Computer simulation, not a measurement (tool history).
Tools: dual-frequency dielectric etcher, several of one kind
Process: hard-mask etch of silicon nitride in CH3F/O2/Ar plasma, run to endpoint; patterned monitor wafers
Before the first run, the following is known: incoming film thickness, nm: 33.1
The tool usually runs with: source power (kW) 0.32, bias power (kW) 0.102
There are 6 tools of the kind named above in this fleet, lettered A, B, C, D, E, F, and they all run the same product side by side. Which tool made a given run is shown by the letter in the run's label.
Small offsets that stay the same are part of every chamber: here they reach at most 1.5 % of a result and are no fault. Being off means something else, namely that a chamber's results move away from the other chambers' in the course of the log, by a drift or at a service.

run	hour	source power (kW)	bias power (kW)	endpoint time (s)
1F	6.5	0.32	0.102	45.616
2B	14.9	0.32	0.102	46.048
3A	20.2	0.32	0.102	45.902
4E	26.9	0.32	0.102	46.145
5D	32	0.32	0.102	45.316
6C	36.9	0.32	0.102	45.584
7A	40.9	0.32	0.102	46.408
8E	45.2	0.32	0.102	45.758
9B	51.7	0.36	0.127	41.02
10F	58.4	0.36	0.127	40.047
11C	66.1	0.36	0.127	40.347
12D	70.8	0.36	0.127	40.064
13B	75.8	0.36	0.127	40.896
14A	81.1	0.36	0.127	40.485
15E	84.8	0.36	0.077	48.72
16D	92.3	0.36	0.077	47.947
17C	96.6	0.36	0.077	48.529
18F	104.7	0.36	0.077	48.645
19D	113.1	0.36	0.077	48.377
# hour 116.9: chamber E: wet clean of the chamber
20A	117.3	0.36	0.077	49.306
21C	125	0.32	0.102	46.408
22E	129.7	0.32	0.102	45.904
23F	135.9	0.32	0.102	45.851
# hour 140: chamber B: wet clean of the chamber
24B	142	0.32	0.102	46.695
25D	146	0.34	0.127	41.063
26E	151.1	0.34	0.127	41.467
27B	156.7	0.34	0.127	41.588
28A	163	0.34	0.127	41.237
29C	168.4	0.34	0.127	42.298
30F	173.2	0.34	0.127	41.052
31E	180	0.32	0.102	46.224
32C	186.2	0.32	0.102	47.351
33B	190.7	0.32	0.102	46.323
34D	194.5	0.32	0.102	45.306
35A	201.6	0.32	0.102	46.129
# hour 204.5: chamber C: bias power generator calibrated
36F	208.6	0.32	0.102	45.601
37E	214.7	0.32	0.102	46.018
# hour 215.4: chamber D: wet clean of the chamber
38A	221	0.32	0.102	46.223
39F	227.2	0.32	0.102	45.574
40C	231.7	0.32	0.102	47.644
41D	238.6	0.32	0.102	45.292
42B	242.2	0.32	0.102	46.59
43F	247.4	0.32	0.102	45.875
44E	253	0.32	0.102	45.783

Has any chamber moved away from the others, gradually or after a service, or does the common gauge drift, or do the chambers differ only by their own small steady offsets? State the chamber and the most likely cause if one applies.

One chamber, C, drifts off from the rest bit by bit.
What lies behind it: etch rate under this chamber's usual, % = 5.33.

Which of the 4 candidates below, each the usual settings with something changed and its results left as question marks, puts chamber C back in line with what the other chambers give on the usual settings?
In line here means within this much of the mean the other chambers give on the usual settings: endpoint time (s) 0.62
45C-1	259	0.32	0.115	?
45C-2	259	0.28	0.102	?
45C-3	259	0.29	0.091	?
45C-4	259	0.36	0.114	?

Other chambers, usual settings, mean: endpoint time (s) 45.94
run	endpoint time (s)
45C-1	46.011
45C-2	50.576
45C-3	52.042
45C-4	44.179
45C-1 is the one that brings the chamber's results back in line with the other chambers.
